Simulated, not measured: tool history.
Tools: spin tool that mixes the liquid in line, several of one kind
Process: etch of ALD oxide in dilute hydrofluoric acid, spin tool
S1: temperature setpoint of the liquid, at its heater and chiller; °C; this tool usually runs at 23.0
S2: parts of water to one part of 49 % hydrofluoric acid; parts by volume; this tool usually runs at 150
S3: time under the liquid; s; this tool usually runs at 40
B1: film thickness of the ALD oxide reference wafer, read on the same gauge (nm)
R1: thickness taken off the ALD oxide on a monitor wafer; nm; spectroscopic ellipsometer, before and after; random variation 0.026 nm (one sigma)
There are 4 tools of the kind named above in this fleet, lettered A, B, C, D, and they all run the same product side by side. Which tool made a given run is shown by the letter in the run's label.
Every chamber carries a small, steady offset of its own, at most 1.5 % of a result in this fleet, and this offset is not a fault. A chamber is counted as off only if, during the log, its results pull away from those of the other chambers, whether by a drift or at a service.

Run 1B, hour 10.6: usual settings; B1 129.98. Result: R1 4.1109 nm.
Run 2C, hour 24.7: usual settings; B1 129.96. Result: R1 4.1508 nm.
Run 3A, hour 37.8: usual settings; B1 130.02. Result: R1 4.0352 nm.
At hour 40.8: chamber B: hydrofluoric acid flow meter replaced.
Run 4D, hour 46.9: usual settings; B1 130.00. Result: R1 4.1217 nm.
Run 5D, hour 58.2: usual settings; B1 130.01. Result: R1 4.0652 nm.
Run 6A, hour 72.3: usual settings; B1 129.99. Result: R1 4.0040 nm.
Run 7C, hour 83.1: usual settings; B1 130.01. Result: R1 4.1145 nm.
Run 8B, hour 98.9: usual settings; B1 129.99. Result: R1 4.0846 nm.
Run 9C, hour 109.7: usual settings; B1 130.01. Result: R1 4.1030 nm.
Run 10B, hour 120.5: usual settings; B1 129.97. Result: R1 4.0787 nm.
Run 11D, hour 133.2: usual settings; B1 130.03. Result: R1 4.0829 nm.
Run 12A, hour 142.3: usual settings; B1 129.99. Result: R1 4.0320 nm.
Run 13C, hour 158.8: usual settings but S1 27.0 °C, S2 210 parts by volume; B1 129.99. Result: R1 3.1963 nm.
Run 14B, hour 168.3: usual settings but S1 27.0 °C, S2 210 parts by volume; B1 130.02. Result: R1 3.1667 nm.
Run 15D, hour 183.7: usual settings but S1 27.0 °C, S2 210 parts by volume; B1 129.99. Result: R1 3.1216 nm.
At hour 196.8: chamber C: hydrofluoric acid flow meter replaced.
Run 16A, hour 199.8: usual settings but S1 27.0 °C, S2 210 parts by volume; B1 130.02. Result: R1 3.1205 nm.
Run 17C, hour 207.9: usual settings; B1 130.01. Result: R1 4.1184 nm.
Run 18A, hour 222.7: usual settings; B1 130.01. Result: R1 4.0383 nm.
Run 19B, hour 239.0: usual settings; B1 130.01. Result: R1 3.9920 nm.
Run 20D, hour 249.7: usual settings but S1 19.5 °C; B1 130.01. Result: R1 3.5489 nm.
Run 21D, hour 264.4: usual settings but S1 19.5 °C; B1 129.99. Result: R1 3.5228 nm.
At hour 270.8: chamber C: thermometer replaced.
Run 22A, hour 276.8: usual settings but S1 19.5 °C; B1 129.99. Result: R1 3.4735 nm.
Run 23C, hour 289.3: usual settings but S1 19.5 °C; B1 130.02. Result: R1 3.5680 nm.
Run 24B, hour 301.4: usual settings; B1 130.00. Result: R1 3.9557 nm.
Run 25A, hour 316.9: usual settings; B1 129.99. Result: R1 4.0663 nm.
Run 26C, hour 332.8: usual settings; B1 130.01. Result: R1 4.0801 nm.
Run 27B, hour 346.3: usual settings; B1 129.99. Result: R1 3.8974 nm.
Run 28D, hour 354.4: usual settings; B1 130.00. Result: R1 4.0865 nm.
At hour 360.8: chamber A: hydrofluoric acid flow meter replaced.
Run 29C, hour 368.8: usual settings; B1 129.97. Result: R1 4.1417 nm.
Run 30A, hour 382.7: usual settings but S2 105 parts by volume; B1 130.01. Result: R1 6.0336 nm.
Run 31D, hour 389.9: usual settings but S2 105 parts by volume; B1 129.97. Result: R1 6.1352 nm.
Run 32B, hour 397.9: usual settings but S2 105 parts by volume; B1 130.00. Result: R1 5.6902 nm.
Run 33A, hour 410.6: usual settings but S2 105 parts by volume; B1 130.00. Result: R1 5.9241 nm.
Run 34D, hour 423.4: usual settings; B1 129.99. Result: R1 4.0141 nm.
Run 35B, hour 430.5: usual settings; B1 129.98. Result: R1 3.7694 nm.
Run 36C, hour 444.0: usual settings; B1 129.99. Result: R1 4.1187 nm.
Run 37C, hour 454.5: usual settings; B1 129.98. Result: R1 4.1004 nm.
Run 38B, hour 467.5: usual settings; B1 130.01. Result: R1 3.7010 nm.
Run 39D, hour 482.3: usual settings; B1 130.01. Result: R1 4.0085 nm.

Which is it: a chamber that has drifted or been left off by a service, a gauge drift common to all chambers, or only each chamber's usual small offset? If a chamber is off, name it and its likeliest cause.

It is chamber B that slowly wanders off from its peers.
What lies behind it: liquid colder than its thermometer reads (K) = 2.31.
The log may not tell that from: hydrofluoric acid flow below the setpoint (%).

Chamber B could run next with any of the 4 candidate recipes listed below; each alters the usual settings, and their results appear as question marks. Which one brings its results back in line with what the other chambers deliver on the usual settings?
To be in line, a result may differ from the other chambers' mean on the usual settings by at most: R1 0.0920 nm
Run 40B-1, hour 494.1: usual settings but S1 23.5 °C, S2 130 parts by volume. Result: R1 ?.
Run 40B-2, hour 494.1: usual settings but S1 21.0 °C. Result: R1 ?.
Run 40B-3, hour 494.1: usual settings but S2 140 parts by volume. Result: R1 ?.
Run 40B-4, hour 494.1: usual settings but S1 18.5 °C. Result: R1 ?.

Mean of the other chambers on the usual settings: R1 4.0662 nm
  run      R1
40B-1  4.4786
40B-2  3.4440
40B-3  4.0346
40B-4  3.1138
40B-3 brings the chamber back in line.
